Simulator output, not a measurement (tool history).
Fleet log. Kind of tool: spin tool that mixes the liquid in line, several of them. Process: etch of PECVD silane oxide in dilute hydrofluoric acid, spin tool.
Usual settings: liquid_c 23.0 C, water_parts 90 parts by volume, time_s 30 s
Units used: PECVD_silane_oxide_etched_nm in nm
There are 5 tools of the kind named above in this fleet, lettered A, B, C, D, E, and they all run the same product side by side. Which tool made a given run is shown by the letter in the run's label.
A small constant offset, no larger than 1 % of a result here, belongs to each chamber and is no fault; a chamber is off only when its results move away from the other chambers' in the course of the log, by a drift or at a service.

run,hour,liquid_c,water_parts,time_s,hours since the thermometer was replaced,hours since the hydrofluoric acid flow meter was replaced,"read-back film thickness of the PECVD silane oxide reference wafer, read on the same gauge (nm)",PECVD_silane_oxide_etched_nm
1D,10.1,23.0,90,30,801.8,1021.5,130.04,6.2770
2B,24.5,23.0,90,30,1425.6,1996.1,130.00,6.3427
3E,32.4,23.0,90,30,2188.9,1246.8,129.99,6.5351
# hour 39.1: chamber A: thermometer replaced
# hour 44.0: chamber B: hydrofluoric acid flow meter replaced
4A,45.9,23.0,90,30,6.8,324.4,130.03,6.4321
5C,60.2,23.0,90,30,265.3,974.4,130.00,6.3462
6D,71.3,23.0,90,45,863.0,1082.7,130.01,9.5142
7C,79.3,23.0,90,45,284.4,993.5,130.05,9.5195
8B,92.7,23.0,90,45,1493.8,48.7,130.00,9.4922
9A,103.3,23.0,90,45,64.2,381.8,129.98,9.6289
10E,110.8,23.0,90,45,2267.3,1325.2,130.01,9.5652
11E,117.6,23.0,90,30,2274.1,1332.0,130.02,6.4686
12C,129.4,23.0,90,30,334.5,1043.6,129.98,6.3472
13B,140.5,23.0,90,30,1541.6,96.5,130.03,6.3842
14A,152.6,23.0,90,30,113.5,431.1,129.99,6.5016
15D,160.3,23.0,90,30,952.0,1171.7,130.01,6.3341
16A,168.1,23.0,60,15,129.0,446.6,130.01,4.9589
17D,174.4,23.0,60,15,966.1,1185.8,130.00,4.9445
18B,186.8,23.0,60,15,1587.9,142.8,130.01,4.9812
19E,193.5,23.0,60,15,2350.0,1407.9,129.97,4.9876
20C,203.0,23.0,60,15,408.1,1117.2,130.00,4.9070
21B,213.3,23.0,90,30,1614.4,169.3,129.98,6.3084
# hour 226.7: chamber D: thermometer replaced
22D,226.7,23.0,90,30,0.1,1238.1,129.98,6.3604
23C,235.1,23.0,90,30,440.2,1149.3,129.99,6.2608
24A,248.9,23.0,90,30,209.8,527.4,130.02,6.2151
25E,259.0,23.0,90,30,2415.5,1473.4,129.99,6.4021
26B,266.1,23.0,90,20,1667.2,222.1,130.01,4.2164
27D,276.6,23.0,90,20,50.0,1288.0,129.99,4.1877
28C,289.5,23.0,90,20,494.6,1203.7,129.98,4.2829
29E,301.4,23.0,90,20,2457.9,1515.8,129.98,4.2414
30A,313.4,23.0,90,20,274.3,591.9,130.01,4.0566
31B,327.6,23.0,90,30,1728.7,283.6,129.96,6.3889
32A,339.5,23.0,90,30,300.4,618.0,130.00,6.0234
33C,351.0,23.0,90,30,556.1,1265.2,130.00,6.2853
34D,364.7,23.0,90,30,138.1,1376.1,129.98,6.2615
35E,373.1,23.0,90,30,2529.6,1587.5,129.99,6.4758
36A,382.7,25.5,90,30,343.6,661.2,130.00,6.5102
37D,396.8,25.5,90,30,170.2,1408.2,129.97,6.8690
38C,408.6,25.5,90,30,613.7,1322.8,129.99,6.9455

What goes on in this fleet: one chamber off, a drifting gauge, or nothing beyond the chambers' own small offsets? Name the chamber and the cause, if any.

Chamber A drifts away from the others.
Cause: hydrofluoric acid flow below the setpoint (%) = 7.99.
With only this log, it may be confused with: liquid colder than its thermometer reads (K).

Below are 4 candidate recipes for chamber A's next run, each the usual settings with a change, their results shown as question marks. Which of them brings A's results back in line with what the other chambers give on the usual settings?
Allowed miss from the other chambers' usual-settings mean, per result, to count as in line: PECVD_silane_oxide_etched_nm 0.1800 nm
39A-1,418.9,21.0,90,30,,,,?
39A-2,418.9,23.0,105,30,,,,?
39A-3,418.9,25.0,90,30,,,,?
39A-4,418.9,23.5,90,35,,,,?

Other chambers, usual settings, mean: PECVD_silane_oxide_etched_nm 6.3698 nm
run,PECVD_silane_oxide_etched_nm
39A-1,5.4345
39A-2,4.9618
39A-3,6.3836
39A-4,7.0154
It is 39A-3 that realigns the chamber with its peers.
